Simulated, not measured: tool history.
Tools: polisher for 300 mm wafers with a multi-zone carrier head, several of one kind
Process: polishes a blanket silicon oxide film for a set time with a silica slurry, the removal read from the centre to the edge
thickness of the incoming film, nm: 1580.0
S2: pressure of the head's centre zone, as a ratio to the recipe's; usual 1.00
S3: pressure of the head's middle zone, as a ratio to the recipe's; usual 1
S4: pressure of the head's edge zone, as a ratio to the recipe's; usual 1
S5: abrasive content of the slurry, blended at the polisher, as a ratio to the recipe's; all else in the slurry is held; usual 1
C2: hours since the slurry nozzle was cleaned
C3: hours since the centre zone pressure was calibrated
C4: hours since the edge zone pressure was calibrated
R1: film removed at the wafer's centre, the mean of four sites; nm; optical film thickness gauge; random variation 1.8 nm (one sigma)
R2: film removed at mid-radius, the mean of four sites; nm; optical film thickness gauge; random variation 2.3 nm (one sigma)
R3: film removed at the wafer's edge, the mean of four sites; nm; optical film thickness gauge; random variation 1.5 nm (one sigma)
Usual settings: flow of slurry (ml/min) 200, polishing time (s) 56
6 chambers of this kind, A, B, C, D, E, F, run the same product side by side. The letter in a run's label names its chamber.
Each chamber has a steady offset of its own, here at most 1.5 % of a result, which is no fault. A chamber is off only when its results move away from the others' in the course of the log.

{"hour": 2.1, "done": "chamber B: centre zone pressure recalibrated"}
{"run": "1C", "hour": 3.4, "flow of slurry (ml/min)": 200, "S2": 1.0, "S3": 1, "S4": 1, "S5": 1, "polishing time (s)": 56, "wafers polished on this pad": 196, "C2": 471.6, "C3": 246.8, "C4": 314.8, "R1": 186.4, "R2": 190.23, "R3": 191.65}
{"hour": 3.8, "done": "chamber E: worn pad replaced by a new one"}
{"hour": 4.5, "done": "chamber F: worn pad replaced by a new one"}
{"hour": 5.7, "done": "chamber A: centre zone pressure recalibrated"}
{"run": "2F", "hour": 6.9, "flow of slurry (ml/min)": 200, "S2": 1.0, "S3": 1, "S4": 1, "S5": 1, "polishing time (s)": 56, "wafers polished on this pad": 24, "C2": 324.8, "C3": 307.8, "C4": 177.6, "R1": 184.42, "R2": 184.88, "R3": 186.42}
{"run": "3B", "hour": 10.7, "flow of slurry (ml/min)": 200, "S2": 1.0, "S3": 1, "S4": 1, "S5": 1, "polishing time (s)": 56, "wafers polished on this pad": 227, "C2": 625.8, "C3": 8.7, "C4": 438.6, "R1": 185.27, "R2": 191.98, "R3": 184.98}
{"run": "4E", "hour": 15.8, "flow of slurry (ml/min)": 200, "S2": 1.0, "S3": 1, "S4": 1, "S5": 1, "polishing time (s)": 56, "wafers polished on this pad": 118, "C2": 580.1, "C3": 141.5, "C4": 45.9, "R1": 191.21, "R2": 188.76, "R3": 188.72}
{"run": "5D", "hour": 18.6, "flow of slurry (ml/min)": 200, "S2": 1.0, "S3": 1, "S4": 1, "S5": 1, "polishing time (s)": 44, "wafers polished on this pad": 450, "C2": 116.1, "C3": 1043.6, "C4": 611.6, "R1": 147.26, "R2": 148.64, "R3": 150.61}
{"run": "6A", "hour": 22.4, "flow of slurry (ml/min)": 200, "S2": 1.0, "S3": 1, "S4": 1, "S5": 1, "polishing time (s)": 44, "wafers polished on this pad": 566, "C2": 213.1, "C3": 16.8, "C4": 106.5, "R1": 146.91, "R2": 150.8, "R3": 147.92}
{"run": "7D", "hour": 25.2, "flow of slurry (ml/min)": 200, "S2": 1.0, "S3": 1, "S4": 1, "S5": 1, "polishing time (s)": 44, "wafers polished on this pad": 515, "C2": 122.7, "C3": 1050.2, "C4": 618.2, "R1": 149.02, "R2": 149.47, "R3": 147.34}
{"run": "8E", "hour": 29.3, "flow of slurry (ml/min)": 200, "S2": 1.0, "S3": 1, "S4": 1, "S5": 1, "polishing time (s)": 44, "wafers polished on this pad": 251, "C2": 593.6, "C3": 155.0, "C4": 59.4, "R1": 149.99, "R2": 147.43, "R3": 148.92}
{"run": "9C", "hour": 33.1, "flow of slurry (ml/min)": 200, "S2": 1.0, "S3": 1, "S4": 1, "S5": 1, "polishing time (s)": 44, "wafers polished on this pad": 489, "C2": 501.3, "C3": 276.5, "C4": 344.5, "R1": 147.46, "R2": 149.91, "R3": 150.79}
{"run": "10A", "hour": 36.3, "flow of slurry (ml/min)": 200, "S2": 1.0, "S3": 1, "S4": 1, "S5": 1, "polishing time (s)": 44, "wafers polished on this pad": 703, "C2": 227.0, "C3": 30.7, "C4": 120.4, "R1": 149.31, "R2": 148.79, "R3": 148.47}
{"hour": 38.8, "done": "chamber A: worn pad replaced by a new one"}
{"run": "11B", "hour": 40.1, "flow of slurry (ml/min)": 200, "S2": 1.0, "S3": 1, "S4": 1, "S5": 1, "polishing time (s)": 56, "wafers polished on this pad": 516, "C2": 655.2, "C3": 38.1, "C4": 468.0, "R1": 184.41, "R2": 189.63, "R3": 189.09}
{"run": "12F", "hour": 44.7, "flow of slurry (ml/min)": 200, "S2": 1.0, "S3": 1, "S4": 1, "S5": 1, "polishing time (s)": 56, "wafers polished on this pad": 396, "C2": 362.6, "C3": 345.6, "C4": 215.4, "R1": 188.74, "R2": 183.73, "R3": 187.78}
{"run": "13A", "hour": 47.1, "flow of slurry (ml/min)": 250, "S2": 0.92, "S3": 1, "S4": 1, "S5": 1, "polishing time (s)": 56, "wafers polished on this pad": 82, "C2": 237.8, "C3": 41.5, "C4": 131.2, "R1": 177.21, "R2": 195.86, "R3": 192.77}
{"run": "14E", "hour": 51.2, "flow of slurry (ml/min)": 250, "S2": 0.92, "S3": 1, "S4": 1, "S5": 1, "polishing time (s)": 56, "wafers polished on this pad": 467, "C2": 615.5, "C3": 176.9, "C4": 81.3, "R1": 184.12, "R2": 196.33, "R3": 193.2}
{"hour": 51.4, "done": "chamber F: worn pad replaced by a new one"}
{"hour": 52.8, "done": "chamber D: worn pad replaced by a new one"}
{"run": "15D", "hour": 55.1, "flow of slurry (ml/min)": 250, "S2": 0.92, "S3": 1, "S4": 1, "S5": 1, "polishing time (s)": 56, "wafers polished on this pad": 23, "C2": 152.6, "C3": 1080.1, "C4": 648.1, "R1": 176.53, "R2": 193.58, "R3": 193.07}
{"run": "16C", "hour": 60.4, "flow of slurry (ml/min)": 250, "S2": 0.92, "S3": 1, "S4": 1, "S5": 1, "polishing time (s)": 56, "wafers polished on this pad": 758, "C2": 528.6, "C3": 303.8, "C4": 371.8, "R1": 176.88, "R2": 190.94, "R3": 195.02}
{"hour": 61.9, "done": "chamber C: worn pad replaced by a new one"}
{"hour": 62.5, "done": "chamber A: slurry nozzle cleaned"}
{"run": "17F", "hour": 64.9, "flow of slurry (ml/min)": 250, "S2": 0.92, "S3": 1, "S4": 1, "S5": 1, "polishing time (s)": 56, "wafers polished on this pad": 133, "C2": 382.8, "C3": 365.8, "C4": 235.6, "R1": 176.64, "R2": 190.62, "R3": 189.98}
{"hour": 65.3, "done": "chamber F: slurry nozzle cleaned"}
{"run": "18B", "hour": 70.0, "flow of slurry (ml/min)": 250, "S2": 0.92, "S3": 1, "S4": 1, "S5": 1, "polishing time (s)": 56, "wafers polished on this pad": 811, "C2": 685.1, "C3": 68.0, "C4": 497.9, "R1": 178.07, "R2": 195.3, "R3": 193.42}
{"run": "19D", "hour": 73.2, "flow of slurry (ml/min)": 200, "S2": 1.0, "S3": 1, "S4": 1, "S5": 1, "polishing time (s)": 56, "wafers polished on this pad": 201, "C2": 170.7, "C3": 1098.2, "C4": 666.2, "R1": 187.52, "R2": 189.54, "R3": 190.68}
{"run": "20F", "hour": 75.8, "flow of slurry (ml/min)": 200, "S2": 1.0, "S3": 1, "S4": 1, "S5": 1, "polishing time (s)": 56, "wafers polished on this pad": 240, "C2": 10.6, "C3": 376.7, "C4": 246.5, "R1": 188.92, "R2": 186.14, "R3": 187.52}
{"hour": 79.1, "done": "chamber D: edge zone pressure recalibrated"}
{"run": "21A", "hour": 81.0, "flow of slurry (ml/min)": 200, "S2": 1.0, "S3": 1, "S4": 1, "S5": 1, "polishing time (s)": 56, "wafers polished on this pad": 416, "C2": 18.5, "C3": 75.4, "C4": 165.1, "R1": 190.33, "R2": 194.19, "R3": 188.12}
{"hour": 82.0, "done": "chamber B: worn pad replaced by a new one"}
{"run": "22B", "hour": 83.4, "flow of slurry (ml/min)": 200, "S2": 1.0, "S3": 1, "S4": 1, "S5": 1, "polishing time (s)": 56, "wafers polished on this pad": 14, "C2": 698.5, "C3": 81.4, "C4": 511.3, "R1": 187.31, "R2": 190.07, "R3": 187.67}
{"run": "23E", "hour": 86.9, "flow of slurry (ml/min)": 200, "S2": 1.0, "S3": 1, "S4": 1, "S5": 1, "polishing time (s)": 56, "wafers polished on this pad": 819, "C2": 651.2, "C3": 212.6, "C4": 117.0, "R1": 190.54, "R2": 191.7, "R3": 190.71}
{"hour": 87.7, "done": "chamber D: centre zone pressure recalibrated"}
{"run": "24C", "hour": 91.5, "flow of slurry (ml/min)": 200, "S2": 1.0, "S3": 1, "S4": 1, "S5": 1, "polishing time (s)": 56, "wafers polished on this pad": 292, "C2": 559.7, "C3": 334.9, "C4": 402.9, "R1": 186.58, "R2": 190.48, "R3": 189.69}
{"hour": 94.4, "done": "chamber E: worn pad replaced by a new one"}
{"hour": 95.1, "done": "chamber F: worn pad replaced by a new one"}
{"run": "25C", "hour": 95.6, "flow of slurry (ml/min)": 200, "S2": 1.0, "S3": 1, "S4": 1, "S5": 1, "polishing time (s)": 56, "wafers polished on this pad": 332, "C2": 563.8, "C3": 339.0, "C4": 407.0, "R1": 186.69, "R2": 192.04, "R3": 190.8}
{"run": "26E", "hour": 99.0, "flow of slurry (ml/min)": 200, "S2": 1.0, "S3": 1, "S4": 1, "S5": 1, "polishing time (s)": 56, "wafers polished on this pad": 45, "C2": 663.3, "C3": 224.7, "C4": 129.1, "R1": 189.34, "R2": 189.84, "R3": 192.21}
{"run": "27D", "hour": 102.0, "flow of slurry (ml/min)": 200, "S2": 1.0, "S3": 1, "S4": 1, "S5": 1, "polishing time (s)": 56, "wafers polished on this pad": 485, "C2": 199.5, "C3": 14.4, "C4": 23.0, "R1": 205.0, "R2": 190.82, "R3": 189.42}
{"run": "28A", "hour": 106.7, "flow of slurry (ml/min)": 200, "S2": 1.07, "S3": 1, "S4": 1, "S5": 1, "polishing time (s)": 56, "wafers polished on this pad": 669, "C2": 44.2, "C3": 101.1, "C4": 190.8, "R1": 207.59, "R2": 192.69, "R3": 186.92}
{"run": "29F", "hour": 111.3, "flow of slurry (ml/min)": 200, "S2": 1.07, "S3": 1, "S4": 1, "S5": 1, "polishing time (s)": 56, "wafers polished on this pad": 159, "C2": 46.1, "C3": 412.2, "C4": 282.0, "R1": 201.19, "R2": 182.46, "R3": 189.36}
{"run": "30B", "hour": 113.9, "flow of slurry (ml/min)": 200, "S2": 1.07, "S3": 1, "S4": 1, "S5": 1, "polishing time (s)": 56, "wafers polished on this pad": 314, "C2": 729.0, "C3": 111.9, "C4": 541.8, "R1": 204.71, "R2": 187.27, "R3": 188.69}
{"run": "31A", "hour": 116.3, "flow of slurry (ml/min)": 200, "S2": 1.07, "S3": 1, "S4": 1, "S5": 1, "polishing time (s)": 56, "wafers polished on this pad": 764, "C2": 53.8, "C3": 110.7, "C4": 200.4, "R1": 205.46, "R2": 189.76, "R3": 188.64}
{"hour": 116.5, "done": "chamber A: worn pad replaced by a new one"}
{"run": "32E", "hour": 119.6, "flow of slurry (ml/min)": 200, "S2": 1.07, "S3": 1, "S4": 1, "S5": 1, "polishing time (s)": 56, "wafers polished on this pad": 248, "C2": 683.9, "C3": 245.3, "C4": 149.7, "R1": 202.84, "R2": 188.31, "R3": 188.73}
{"run": "33D", "hour": 123.7, "flow of slurry (ml/min)": 200, "S2": 1.07, "S3": 1, "S4": 1, "S5": 1, "polishing time (s)": 56, "wafers polished on this pad": 699, "C2": 221.2, "C3": 36.1, "C4": 44.7, "R1": 221.38, "R2": 189.01, "R3": 189.56}
{"hour": 127.0, "done": "chamber C: centre zone pressure recalibrated"}
{"run": "34C", "hour": 128.9, "flow of slurry (ml/min)": 200, "S2": 1.0, "S3": 1, "S4": 1, "S5": 1, "polishing time (s)": 56, "wafers polished on this pad": 660, "C2": 597.1, "C3": 2.0, "C4": 440.3, "R1": 186.64, "R2": 189.09, "R3": 192.25}
{"run": "35F", "hour": 131.4, "flow of slurry (ml/min)": 200, "S2": 1.0, "S3": 1, "S4": 1, "S5": 1, "polishing time (s)": 56, "wafers polished on this pad": 357, "C2": 66.2, "C3": 432.3, "C4": 302.1, "R1": 188.76, "R2": 188.26, "R3": 186.66}
{"run": "36B", "hour": 135.3, "flow of slurry (ml/min)": 200, "S2": 1.0, "S3": 1, "S4": 1, "S5": 1, "polishing time (s)": 56, "wafers polished on this pad": 525, "C2": 750.4, "C3": 133.3, "C4": 563.2, "R1": 188.77, "R2": 190.2, "R3": 186.89}
{"run": "37A", "hour": 139.2, "flow of slurry (ml/min)": 200, "S2": 1.0, "S3": 1, "S4": 1, "S5": 1, "polishing time (s)": 56, "wafers polished on this pad": 224, "C2": 76.7, "C3": 133.6, "C4": 223.3, "R1": 191.3, "R2": 187.6, "R3": 189.52}
{"hour": 141.7, "done": "chamber C: worn pad replaced by a new one"}
{"run": "38C", "hour": 143.5, "flow of slurry (ml/min)": 200, "S2": 1.0, "S3": 1, "S4": 1, "S5": 1, "polishing time (s)": 56, "wafers polished on this pad": 17, "C2": 611.7, "C3": 16.6, "C4": 454.9, "R1": 189.99, "R2": 194.08, "R3": 190.5}
{"run": "39E", "hour": 147.7, "flow of slurry (ml/min)": 200, "S2": 1.0, "S3": 1, "S4": 1, "S5": 1, "polishing time (s)": 56, "wafers polished on this pad": 525, "C2": 712.0, "C3": 273.4, "C4": 177.8, "R1": 192.1, "R2": 189.74, "R3": 189.81}

What goes on in this fleet: one chamber off, a drifting gauge, or nothing beyond the chambers' own small offsets? Name the chamber and the cause, if any.

A service left chamber D off against the others.
Cause: centre zone's pressure above its setpoint, % = 8.62.

Here are 4 candidates for chamber D's next run, each the usual settings with a change, their results left as question marks. Which one brings its results back in line with what the others give on the usual settings?
In line means no further than this from the other chambers' mean on the usual settings: R1 6.30 nm; R2 8.10 nm; R3 5.30 nm
{"run": "40D-1", "hour": 151.5, "flow of slurry (ml/min)": 195, "S2": 0.94, "S3": 1.02, "S4": 1.02, "S5": 1, "polishing time (s)": 55, "R1": "?", "R2": "?", "R3": "?"}
{"run": "40D-2", "hour": 151.5, "flow of slurry (ml/min)": 205, "S2": 1.07, "S3": 0.98, "S4": 0.98, "S5": 1, "polishing time (s)": 57, "R1": "?", "R2": "?", "R3": "?"}
{"run": "40D-3", "hour": 151.5, "flow of slurry (ml/min)": 200, "S2": 0.98, "S3": 1.01, "S4": 1.01, "S5": 1, "polishing time (s)": 56, "R1": "?", "R2": "?", "R3": "?"}
{"run": "40D-4", "hour": 151.5, "flow of slurry (ml/min)": 200, "S2": 1.02, "S3": 0.99, "S4": 0.99, "S5": 1, "polishing time (s)": 56, "R1": "?", "R2": "?", "R3": "?"}

The other chambers' mean on the usual settings: R1 188.76 nm; R2 189.74 nm; R3 188.57 nm
run=40D-1 R1=187.73 R2=187.87 R3=187.11
run=40D-2 R1=226.00 R2=189.07 R3=191.02
run=40D-3 R1=200.95 R2=190.28 R3=190.09
run=40D-4 R1=209.91 R2=186.83 R3=188.14
40D-1 brings the chamber back in line.
